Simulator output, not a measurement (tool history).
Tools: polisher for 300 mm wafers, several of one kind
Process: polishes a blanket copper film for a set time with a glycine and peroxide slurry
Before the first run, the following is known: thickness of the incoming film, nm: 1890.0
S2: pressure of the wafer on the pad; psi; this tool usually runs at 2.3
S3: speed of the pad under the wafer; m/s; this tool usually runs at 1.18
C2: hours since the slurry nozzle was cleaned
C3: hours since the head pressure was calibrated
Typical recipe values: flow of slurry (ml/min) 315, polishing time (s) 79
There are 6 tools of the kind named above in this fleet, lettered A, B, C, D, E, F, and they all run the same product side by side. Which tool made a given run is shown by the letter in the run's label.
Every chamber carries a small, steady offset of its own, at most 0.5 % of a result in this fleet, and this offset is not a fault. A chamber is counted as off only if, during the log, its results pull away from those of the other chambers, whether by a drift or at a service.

At day 0.038: chamber A: worn pad replaced by a new one.
At day 0.171: chamber B: slurry nozzle cleaned.
At day 0.333: chamber B: worn pad replaced by a new one.
Run 1A, day 0.458: usual settings; wafers polished on this pad 86; C2 33.8; C3 516.6. Result: film removed (nm) 366.92.
Run 2E, day 0.921: usual settings; wafers polished on this pad 675; C2 73.7; C3 385.3. Result: film removed (nm) 370.73.
Run 3D, day 1.312: usual settings; wafers polished on this pad 389; C2 420.0; C3 1068.4. Result: film removed (nm) 380.57.
Run 4B, day 1.612: usual settings; wafers polished on this pad 261; C2 34.7; C3 1075.2. Result: film removed (nm) 372.08.
At day 1.867: chamber F: head pressure recalibrated.
Run 5C, day 1.883: usual settings but flow of slurry (ml/min) 365, polishing time (s) 61; wafers polished on this pad 478; C2 182.4; C3 241.5. Result: film removed (nm) 292.85.
At day 2.283: chamber A: head pressure recalibrated.
Run 6F, day 2.296: usual settings but flow of slurry (ml/min) 365, polishing time (s) 61; wafers polished on this pad 530; C2 220.3; C3 10.3. Result: film removed (nm) 292.18.
Run 7C, day 2.542: usual settings but flow of slurry (ml/min) 365, polishing time (s) 61; wafers polished on this pad 612; C2 198.2; C3 257.3. Result: film removed (nm) 287.18.
Run 8E, day 2.900: usual settings but flow of slurry (ml/min) 365, polishing time (s) 61; wafers polished on this pad 1078; C2 121.2; C3 432.8. Result: film removed (nm) 288.65.
Run 9D, day 3.167: usual settings but flow of slurry (ml/min) 365, polishing time (s) 61; wafers polished on this pad 766; C2 464.5; C3 1112.9. Result: film removed (nm) 288.66.
Run 10F, day 3.579: usual settings but flow of slurry (ml/min) 365, polishing time (s) 61; wafers polished on this pad 791; C2 251.1; C3 41.1. Result: film removed (nm) 294.03.
At day 3.650: chamber F: worn pad replaced by a new one.
At day 3.754: chamber D: worn pad replaced by a new one.
Run 11B, day 3.838: usual settings; wafers polished on this pad 714; C2 88.1; C3 1128.6. Result: film removed (nm) 370.99.
Run 12A, day 4.121: usual settings; wafers polished on this pad 831; C2 121.7; C3 44.2. Result: film removed (nm) 366.91.
Run 13C, day 4.321: usual settings; wafers polished on this pad 974; C2 240.9; C3 300.0. Result: film removed (nm) 369.92.
At day 4.667: chamber C: worn pad replaced by a new one.
At day 4.688: chamber C: slurry nozzle cleaned.
Run 14D, day 4.725: usual settings but S2 1.6 psi; wafers polished on this pad 198; C2 501.9; C3 1150.3. Result: film removed (nm) 275.91.
Run 15A, day 4.950: usual settings but S2 1.6 psi; wafers polished on this pad 1000; C2 141.6; C3 64.1. Result: film removed (nm) 280.87.
At day 5.125: chamber A: worn pad replaced by a new one.
Run 16E, day 5.188: usual settings but S2 1.6 psi; wafers polished on this pad 1543; C2 176.1; C3 487.7. Result: film removed (nm) 281.78.
Run 17F, day 5.592: usual settings but S2 1.6 psi; wafers polished on this pad 395; C2 299.4; C3 89.4. Result: film removed (nm) 282.78.
Run 18B, day 5.921: usual settings but S2 1.6 psi; wafers polished on this pad 1138; C2 138.1; C3 1178.6. Result: film removed (nm) 281.11.
At day 6.229: chamber D: slurry nozzle cleaned.
Run 19A, day 6.321: usual settings but S2 1.6 psi; wafers polished on this pad 243; C2 174.5; C3 97.0. Result: film removed (nm) 278.47.
Run 20D, day 6.608: usual settings; wafers polished on this pad 581; C2 9.1; C3 1195.5. Result: film removed (nm) 376.06.
Run 21E, day 7.004: usual settings; wafers polished on this pad 1913; C2 219.7; C3 531.3. Result: film removed (nm) 366.85.
Run 22C, day 7.388: usual settings but S2 1.7 psi; wafers polished on this pad 554; C2 64.9; C3 373.6. Result: film removed (nm) 293.77.
Run 23F, day 7.725: usual settings but S2 1.7 psi; wafers polished on this pad 829; C2 350.6; C3 140.6. Result: film removed (nm) 295.77.
At day 7.992: chamber B: worn pad replaced by a new one.
Run 24B, day 8.075: usual settings but S2 1.7 psi; wafers polished on this pad 17; C2 189.8; C3 1230.3. Result: film removed (nm) 293.53.
Run 25C, day 8.346: usual settings but S2 1.7 psi; wafers polished on this pad 749; C2 87.9; C3 396.6. Result: film removed (nm) 291.97.
At day 8.492: chamber D: worn pad replaced by a new one.
At day 8.562: chamber F: worn pad replaced by a new one.
Run 26A, day 8.608: usual settings but S2 1.7 psi; wafers polished on this pad 709; C2 229.4; C3 151.9. Result: film removed (nm) 290.08.
At day 8.708: chamber B: head pressure recalibrated.
Run 27B, day 8.971: usual settings but S2 1.7 psi; wafers polished on this pad 199; C2 211.3; C3 6.4. Result: film removed (nm) 288.83.
Run 28E, day 9.304: usual settings; wafers polished on this pad 2381; C2 274.9; C3 586.5. Result: film removed (nm) 361.55.
Run 29D, day 9.746: usual settings; wafers polished on this pad 255; C2 84.4; C3 1270.8. Result: film removed (nm) 375.61.
At day 9.904: chamber C: worn pad replaced by a new one.
At day 10.046: chamber A: worn pad replaced by a new one.
Run 30F, day 10.133: usual settings; wafers polished on this pad 320; C2 408.4; C3 198.4. Result: film removed (nm) 373.44.
Run 31C, day 10.521: usual settings but flow of slurry (ml/min) 280, S3 1.56 m/s; wafers polished on this pad 125; C2 140.1; C3 448.8. Result: film removed (nm) 472.49.
At day 10.750: chamber C: head pressure recalibrated.
Run 32A, day 10.804: usual settings but flow of slurry (ml/min) 280, S3 1.56 m/s; wafers polished on this pad 155; C2 282.1; C3 204.6. Result: film removed (nm) 456.03.
Run 33B, day 11.004: usual settings but flow of slurry (ml/min) 280, S3 1.56 m/s; wafers polished on this pad 613; C2 260.1; C3 55.2. Result: film removed (nm) 467.60.
Run 34D, day 11.396: usual settings but flow of slurry (ml/min) 280, S3 1.56 m/s; wafers polished on this pad 591; C2 124.0; C3 1310.4. Result: film removed (nm) 462.21.
Run 35E, day 11.658: usual settings but flow of slurry (ml/min) 280, S3 1.56 m/s; wafers polished on this pad 2860; C2 331.4; C3 643.0. Result: film removed (nm) 433.32.
Run 36F, day 11.921: usual settings but flow of slurry (ml/min) 280, S3 1.56 m/s; wafers polished on this pad 684; C2 451.3; C3 241.3. Result: film removed (nm) 460.24.
At day 12.129: chamber D: head pressure recalibrated.
Run 37A, day 12.158: usual settings; wafers polished on this pad 430; C2 314.6; C3 237.1. Result: film removed (nm) 371.70.
Run 38B, day 12.392: usual settings; wafers polished on this pad 895; C2 293.4; C3 88.5. Result: film removed (nm) 378.61.
Run 39C, day 12.846: usual settings; wafers polished on this pad 599; C2 195.9; C3 50.3. Result: film removed (nm) 367.67.
At day 12.979: chamber D: worn pad replaced by a new one.
Run 40E, day 13.096: usual settings but S3 0.98 m/s, polishing time (s) 60; wafers polished on this pad 3153; C2 365.9; C3 677.5. Result: film removed (nm) 226.58.
At day 13.275: chamber F: worn pad replaced by a new one.
Run 41F, day 13.308: usual settings but S3 0.98 m/s, polishing time (s) 60; wafers polished on this pad 7; C2 484.6; C3 274.6. Result: film removed (nm) 244.60.
Run 42D, day 13.696: usual settings but S3 0.98 m/s, polishing time (s) 60; wafers polished on this pad 146; C2 179.2; C3 37.6. Result: film removed (nm) 244.08.
Run 43A, day 13.917: usual settings but S3 0.98 m/s, polishing time (s) 60; wafers polished on this pad 788; C2 356.8; C3 279.3. Result: film removed (nm) 239.74.
Run 44D, day 14.296: usual settings but S3 0.98 m/s, polishing time (s) 60; wafers polished on this pad 268; C2 193.6; C3 52.0. Result: film removed (nm) 243.15.

Which is it: a chamber that has drifted or been left off by a service, a gauge drift common to all chambers, or only each chamber's usual small offset? If a chamber is off, name it and its likeliest cause.

One chamber, E, drifts off from the rest bit by bit.
Likeliest cause: removal rate lost through wear of the pad, % = 8.32.
From this log alone, it may not be told apart from: head's pressure below its setpoint, %.

Which of the 4 candidates below, each the usual settings with something changed and its results left as question marks, puts chamber E back in line with what the other chambers give on the usual settings?
To be in line, a result may differ from the other chambers' mean on the usual settings by at most: film removed (nm) 14.00
Run 45E-1, day 14.629: usual settings but S2 2.4 psi, S3 1.22 m/s, polishing time (s) 82. Result: film removed (nm) ?.
Run 45E-2, day 14.629: usual settings but flow of slurry (ml/min) 310, S2 2.1 psi. Result: film removed (nm) ?.
Run 45E-3, day 14.629: usual settings but polishing time (s) 80. Result: film removed (nm) ?.
Run 45E-4, day 14.629: usual settings but polishing time (s) 78. Result: film removed (nm) ?.

Mean of the other chambers on the usual settings: film removed (nm) 371.33
  run  film removed (nm)
45E-1             375.47
45E-2             315.64
45E-3             344.28
45E-4             335.67
45E-1 brings the chamber back in line.
